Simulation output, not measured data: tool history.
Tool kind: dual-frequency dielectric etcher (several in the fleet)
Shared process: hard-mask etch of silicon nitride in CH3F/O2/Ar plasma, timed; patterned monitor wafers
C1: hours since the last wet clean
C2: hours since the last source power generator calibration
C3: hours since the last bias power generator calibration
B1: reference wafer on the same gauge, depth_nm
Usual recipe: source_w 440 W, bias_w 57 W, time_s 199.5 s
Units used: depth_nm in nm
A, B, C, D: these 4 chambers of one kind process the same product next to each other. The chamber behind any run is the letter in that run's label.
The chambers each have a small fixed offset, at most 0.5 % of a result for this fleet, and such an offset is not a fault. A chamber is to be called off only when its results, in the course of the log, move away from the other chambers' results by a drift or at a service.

Run 1D, hour 12.5: usual settings; C1 76.4; C2 351.5; C3 2030.7; B1 125.06. Result: depth_nm 134.79 nm.
Run 2C, hour 24.6: usual settings; C1 577.9; C2 634.4; C3 352.0; B1 125.11. Result: depth_nm 134.34 nm.
Run 3A, hour 34.3: usual settings; C1 400.7; C2 229.0; C3 1812.0; B1 124.96. Result: depth_nm 134.26 nm.
Run 4B, hour 41.9: usual settings; C1 156.0; C2 1618.9; C3 184.0; B1 124.91. Result: depth_nm 134.12 nm.
Run 5A, hour 55.5: usual settings; C1 421.9; C2 250.2; C3 1833.2; B1 124.96. Result: depth_nm 134.60 nm.
Run 6D, hour 70.8: usual settings; C1 134.7; C2 409.8; C3 2089.0; B1 124.88. Result: depth_nm 134.19 nm.
At hour 78.5: chamber C: wet clean of the chamber.
Run 7B, hour 82.8: usual settings; C1 196.9; C2 1659.8; C3 224.9; B1 125.02. Result: depth_nm 132.77 nm.
Run 8C, hour 89.9: usual settings; C1 11.4; C2 699.7; C3 417.3; B1 124.92. Result: depth_nm 134.05 nm.
Run 9A, hour 105.7: usual settings; C1 472.1; C2 300.4; C3 1883.4; B1 125.03. Result: depth_nm 133.36 nm.
At hour 113.8: chamber A: wet clean of the chamber.
Run 10C, hour 115.5: usual settings; C1 37.0; C2 725.3; C3 442.9; B1 124.84. Result: depth_nm 135.02 nm.
Run 11D, hour 124.8: usual settings; C1 188.7; C2 463.8; C3 2143.0; B1 124.82. Result: depth_nm 135.35 nm.
Run 12B, hour 135.8: usual settings but source_w 350 W, time_s 238.5 s; C1 249.9; C2 1712.8; C3 277.9; B1 124.94. Result: depth_nm 145.86 nm.
Run 13D, hour 149.4: usual settings but source_w 350 W, time_s 238.5 s; C1 213.3; C2 488.4; C3 2167.6; B1 125.06. Result: depth_nm 146.15 nm.
Run 14A, hour 163.1: usual settings but source_w 350 W, time_s 238.5 s; C1 49.4; C2 357.8; C3 1940.8; B1 125.26. Result: depth_nm 145.93 nm.
Run 15C, hour 170.3: usual settings but source_w 350 W, time_s 238.5 s; C1 91.8; C2 780.1; C3 497.7; B1 125.09. Result: depth_nm 147.71 nm.
Run 16B, hour 186.3: usual settings; C1 300.4; C2 1763.3; C3 328.4; B1 125.07. Result: depth_nm 134.81 nm.
Run 17C, hour 194.9: usual settings; C1 116.4; C2 804.7; C3 522.3; B1 125.00. Result: depth_nm 133.12 nm.
Run 18D, hour 211.2: usual settings; C1 275.1; C2 550.2; C3 2229.4; B1 124.90. Result: depth_nm 134.32 nm.
Run 19A, hour 222.7: usual settings; C1 109.0; C2 417.4; C3 2000.4; B1 125.02. Result: depth_nm 134.27 nm.
Run 20B, hour 235.5: usual settings; C1 349.6; C2 1812.5; C3 377.6; B1 125.03. Result: depth_nm 135.44 nm.
Run 21B, hour 249.2: usual settings; C1 363.3; C2 1826.2; C3 391.3; B1 124.99. Result: depth_nm 134.73 nm.
Run 22D, hour 262.4: usual settings but source_w 510 W, bias_w 51 W; C1 326.3; C2 601.4; C3 2280.6; B1 124.96. Result: depth_nm 137.77 nm.
Run 23A, hour 276.0: usual settings but source_w 510 W, bias_w 51 W; C1 162.3; C2 470.7; C3 2053.7; B1 125.03. Result: depth_nm 137.10 nm.
Run 24C, hour 292.3: usual settings but source_w 510 W, bias_w 51 W; C1 213.8; C2 902.1; C3 619.7; B1 124.95. Result: depth_nm 137.08 nm.
Run 25C, hour 307.9: usual settings but source_w 510 W, bias_w 51 W; C1 229.4; C2 917.7; C3 635.3; B1 125.04. Result: depth_nm 137.61 nm.
Run 26D, hour 319.7: usual settings; C1 383.6; C2 658.7; C3 2337.9; B1 124.92. Result: depth_nm 133.90 nm.
Run 27A, hour 329.8: usual settings; C1 216.1; C2 524.5; C3 2107.5; B1 125.06. Result: depth_nm 134.75 nm.
Run 28B, hour 345.0: usual settings; C1 459.1; C2 1922.0; C3 487.1; B1 124.99. Result: depth_nm 137.62 nm.
Run 29A, hour 360.3: usual settings but source_w 500 W, bias_w 46 W; C1 246.6; C2 555.0; C3 2138.0; B1 124.92. Result: depth_nm 132.21 nm.
Run 30C, hour 368.8: usual settings but source_w 500 W, bias_w 46 W; C1 290.3; C2 978.6; C3 696.2; B1 124.96. Result: depth_nm 132.04 nm.
Run 31D, hour 376.5: usual settings but source_w 500 W, bias_w 46 W; C1 440.4; C2 715.5; C3 2394.7; B1 124.97. Result: depth_nm 132.55 nm.
Run 32B, hour 385.3: usual settings but source_w 500 W, bias_w 46 W; C1 499.4; C2 1962.3; C3 527.4; B1 125.03. Result: depth_nm 136.36 nm.
At hour 386.1: chamber D: wet clean of the chamber.
Run 33B, hour 399.3: usual settings; C1 513.4; C2 1976.3; C3 541.4; B1 125.02. Result: depth_nm 139.30 nm.
Run 34C, hour 406.4: usual settings; C1 327.9; C2 1016.2; C3 733.8; B1 125.16. Result: depth_nm 133.37 nm.
Run 35A, hour 417.3: usual settings; C1 303.6; C2 612.0; C3 2195.0; B1 124.90. Result: depth_nm 133.37 nm.
At hour 422.9: chamber B: source power generator calibrated.
Run 36D, hour 430.7: usual settings; C1 44.6; C2 769.7; C3 2448.9; B1 124.85. Result: depth_nm 135.93 nm.
Run 37B, hour 438.5: usual settings; C1 552.6; C2 15.7; C3 580.6; B1 125.06. Result: depth_nm 141.36 nm.

The same settings go to every chamber for the next run, one line per chamber below. Forecast the results for each:
Run 38A, hour 450.2: usual settings. Result: depth_nm ?.
Run 38B, hour 450.2: usual settings. Result: depth_nm ?.
Run 38C, hour 450.2: usual settings. Result: depth_nm ?.
Run 38D, hour 450.2: usual settings. Result: depth_nm ?.

run  depth_nm
38A    133.09
38B    140.33
38C    133.75
38D    133.66

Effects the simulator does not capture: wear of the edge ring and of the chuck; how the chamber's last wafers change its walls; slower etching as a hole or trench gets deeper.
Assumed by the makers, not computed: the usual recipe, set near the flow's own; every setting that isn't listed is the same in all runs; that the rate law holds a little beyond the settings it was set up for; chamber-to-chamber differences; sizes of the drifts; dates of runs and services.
